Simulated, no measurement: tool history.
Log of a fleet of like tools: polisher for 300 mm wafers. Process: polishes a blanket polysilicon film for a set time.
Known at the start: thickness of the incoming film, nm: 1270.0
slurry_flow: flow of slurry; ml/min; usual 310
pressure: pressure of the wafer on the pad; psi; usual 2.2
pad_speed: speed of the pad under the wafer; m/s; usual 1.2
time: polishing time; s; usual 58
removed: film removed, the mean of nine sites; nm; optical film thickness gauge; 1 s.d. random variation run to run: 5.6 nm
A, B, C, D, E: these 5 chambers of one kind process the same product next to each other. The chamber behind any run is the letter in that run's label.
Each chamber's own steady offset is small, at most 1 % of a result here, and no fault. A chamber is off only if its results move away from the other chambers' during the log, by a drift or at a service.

| run | day | slurry_flow | pressure | pad_speed | time | removed |
|---|---|---|---|---|---|---|
| 1B | 0.212 | 310 | 2.2 | 1.2 | 58 | 536.21 |
|  | 0.325 | chamber E: worn pad replaced by a new one |
|  | 0.421 | chamber C: slurry nozzle cleaned |
| 2D | 0.446 | 310 | 2.2 | 1.2 | 58 | 523.84 |
|  | 0.638 | chamber A: slurry nozzle cleaned |
| 3E | 0.683 | 310 | 2.2 | 1.2 | 58 | 528.97 |
| 4A | 0.825 | 310 | 2.2 | 1.2 | 58 | 535.09 |
|  | 0.879 | chamber B: slurry nozzle cleaned |
| 5C | 1.071 | 310 | 2.2 | 1.2 | 58 | 537.99 |
| 6E | 1.279 | 310 | 2.2 | 1.2 | 58 | 530.03 |
| 7D | 1.521 | 310 | 2.2 | 1.2 | 58 | 527.13 |
|  | 1.708 | chamber D: worn pad replaced by a new one |
| 8C | 1.829 | 310 | 2.2 | 1.2 | 58 | 530.02 |
| 9B | 2.021 | 310 | 2.2 | 1.2 | 58 | 537.61 |
| 10A | 2.179 | 220 | 2.2 | 0.9 | 58 | 381.25 |
| 11A | 2.404 | 220 | 2.2 | 0.9 | 58 | 373.32 |
| 12E | 2.658 | 220 | 2.2 | 0.9 | 58 | 375.33 |
|  | 2.679 | chamber A: worn pad replaced by a new one |
| 13B | 2.875 | 220 | 2.2 | 0.9 | 58 | 387.19 |
| 14D | 3.038 | 220 | 2.2 | 0.9 | 58 | 379.76 |
|  | 3.225 | chamber C: worn pad replaced by a new one |
| 15C | 3.283 | 310 | 2.2 | 1.2 | 58 | 537.39 |
|  | 3.429 | chamber B: worn pad replaced by a new one |
| 16D | 3.467 | 310 | 2.2 | 1.44 | 58 | 637.23 |
| 17B | 3.746 | 310 | 2.2 | 1.44 | 58 | 645.2 |
| 18C | 4.004 | 310 | 2.2 | 1.44 | 58 | 636.11 |
| 19E | 4.317 | 310 | 2.2 | 1.44 | 58 | 648.52 |
| 20A | 4.504 | 310 | 2.2 | 1.44 | 58 | 615.76 |
|  | 4.517 | chamber E: slurry nozzle cleaned |
|  | 4.808 | chamber E: worn pad replaced by a new one |
| 21C | 4.829 | 310 | 2.2 | 1.2 | 58 | 536.04 |
| 22B | 5.096 | 355 | 2.2 | 1.34 | 58 | 606.18 |
|  | 5.1 | chamber D: head pressure recalibrated |
| 23D | 5.3 | 355 | 2.2 | 1.34 | 58 | 601.69 |
| 24E | 5.508 | 355 | 2.2 | 1.34 | 58 | 598.68 |
| 25A | 5.675 | 355 | 2.2 | 1.34 | 58 | 576.19 |
| 26B | 5.867 | 355 | 2.2 | 1.34 | 58 | 611.26 |
| 27E | 6.179 | 225 | 2.2 | 1.2 | 58 | 517.38 |
| 28C | 6.362 | 225 | 2.2 | 1.2 | 58 | 515.63 |
|  | 6.492 | chamber A: worn pad replaced by a new one |
| 29D | 6.679 | 225 | 2.2 | 1.2 | 58 | 510.94 |
|  | 6.904 | chamber C: worn pad replaced by a new one |
| 30A | 6.983 | 225 | 2.2 | 1.2 | 58 | 485.36 |
|  | 7.062 | chamber B: worn pad replaced by a new one |
| 31E | 7.233 | 225 | 2.2 | 1.2 | 58 | 523.37 |
| 32C | 7.483 | 310 | 2.2 | 1.2 | 58 | 534.92 |
| 33D | 7.696 | 270 | 2.4 | 1.2 | 58 | 574.9 |
| 34B | 7.888 | 270 | 2.4 | 1.2 | 58 | 583.06 |
| 35A | 8.212 | 270 | 2.4 | 1.2 | 58 | 530.6 |
|  | 8.304 | chamber D: worn pad replaced by a new one |
| 36A | 8.512 | 270 | 2.4 | 1.2 | 58 | 525.88 |
| 37B | 8.725 | 270 | 2.4 | 1.2 | 58 | 579.87 |
| 38D | 8.983 | 310 | 2.2 | 1.2 | 58 | 537.18 |
|  | 9.15 | chamber E: worn pad replaced by a new one |
| 39C | 9.188 | 310 | 2.2 | 1.2 | 58 | 529.48 |
| 40E | 9.396 | 310 | 2.2 | 1.2 | 58 | 533.25 |
| 41A | 9.683 | 310 | 2.2 | 1.2 | 58 | 478.64 |

For the next run the whole fleet of 5 chambers uses the same settings. Give each chamber's results:
| 42A | 9.917 | 310 | 2.2 | 1.2 | 47 | ? |
| 42B | 9.917 | 310 | 2.2 | 1.2 | 47 | ? |
| 42C | 9.917 | 310 | 2.2 | 1.2 | 47 | ? |
| 42D | 9.917 | 310 | 2.2 | 1.2 | 47 | ? |
| 42E | 9.917 | 310 | 2.2 | 1.2 | 47 | ? |

| run | removed |
|---|---|
| 42A | 384.47 |
| 42B | 429.01 |
| 42C | 432.48 |
| 42D | 428.02 |
| 42E | 426.34 |
